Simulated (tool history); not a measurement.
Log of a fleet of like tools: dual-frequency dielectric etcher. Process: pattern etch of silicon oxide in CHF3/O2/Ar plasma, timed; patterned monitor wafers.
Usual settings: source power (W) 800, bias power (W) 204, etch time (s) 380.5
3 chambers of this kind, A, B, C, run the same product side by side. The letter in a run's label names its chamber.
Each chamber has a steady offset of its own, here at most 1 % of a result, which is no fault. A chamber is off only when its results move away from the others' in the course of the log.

run,hour,source power (W),bias power (W),etch time (s),hours since the last wet clean,hours since the last source power generator calibration,hours since the last bias power generator calibration,"read-back reference wafer on the same gauge, depth_nm",mean etch depth across the wafer (Å)
1A,15.9,800,204,380.5,244.3,144.6,462.5,994.06,8720.2
2C,31.3,800,204,380.5,317.9,246.4,508.8,994.11,8823.2
3B,45.4,800,204,380.5,181.6,3109.8,3876.9,993.92,8676.8
4C,55.8,800,204,380.5,342.4,270.9,533.3,994.30,8811.8
5A,66.8,800,204,380.5,295.2,195.5,513.4,994.16,8690.1
6B,82.9,800,204,380.5,219.1,3147.3,3914.4,993.87,8667.9
7A,99.1,970,204,380.5,327.5,227.8,545.7,993.73,9361.2
# hour 111.7: chamber A: wet clean of the chamber
8B,112.3,970,204,380.5,248.5,3176.7,3943.8,994.35,9365.1
9C,124.7,970,204,380.5,411.3,339.8,602.2,994.14,9545.2
10A,140.8,800,204,380.5,29.1,269.5,587.4,993.99,8692.5
11C,148.9,800,204,380.5,435.5,364.0,626.4,993.94,8806.8
12B,158.4,800,204,380.5,294.6,3222.8,3989.9,993.42,8703.7
13A,171.9,800,204,380.5,60.2,300.6,618.5,993.98,8710.7
14B,179.2,800,204,380.5,315.4,3243.6,4010.7,993.78,8704.7
15C,193.1,800,204,380.5,479.7,408.2,670.6,993.74,8824.2
16B,201.7,800,204,380.5,337.9,3266.1,4033.2,994.21,8676.0
17C,215.2,800,204,380.5,501.8,430.3,692.7,994.31,8815.9
18A,227.8,800,204,380.5,116.1,356.5,674.4,993.95,8729.0
19C,237.8,800,204,380.5,524.4,452.9,715.3,993.20,8827.9
20A,248.4,980,204,380.5,136.7,377.1,695.0,994.13,9435.5
21B,257.1,980,204,380.5,393.3,3321.5,4088.6,993.61,9425.3
# hour 269.8: chamber B: source power generator calibrated
22A,272.9,980,204,380.5,161.2,401.6,719.5,994.47,9418.9
# hour 282.4: chamber B: wet clean of the chamber
23C,287.0,800,204,380.5,573.6,502.1,764.5,994.05,8811.9
24B,295.9,800,204,380.5,13.6,26.2,4127.4,994.00,8683.2
25B,303.6,800,204,380.5,21.3,33.9,4135.1,993.15,8694.9
26A,315.8,800,204,380.5,204.1,444.5,762.4,993.72,8744.5
27C,329.6,800,204,380.5,616.2,544.7,807.1,994.16,8853.3
28B,344.3,800,204,380.5,62.0,74.6,4175.8,994.32,8698.3
# hour 348.3: chamber C: wet clean of the chamber
29C,354.7,800,204,380.5,6.5,569.8,832.2,993.25,8825.6
30A,363.1,800,204,380.5,251.4,491.8,809.7,993.89,8736.0
31B,372.9,800,204,380.5,90.6,103.2,4204.4,993.30,8682.5
32A,382.1,800,204,380.5,270.4,510.8,828.7,994.14,8732.4
33C,391.3,800,234,380.5,43.1,606.4,868.8,993.96,9249.2

All 3 chambers run these settings next. Forecast each chamber's results:
34A,403.2,930,204,380.5,,,,,?
34B,403.2,930,204,380.5,,,,,?
34C,403.2,930,204,380.5,,,,,?

run,mean etch depth across the wafer (Å)
34A,9228.6
34B,9224.7
34C,9399.7
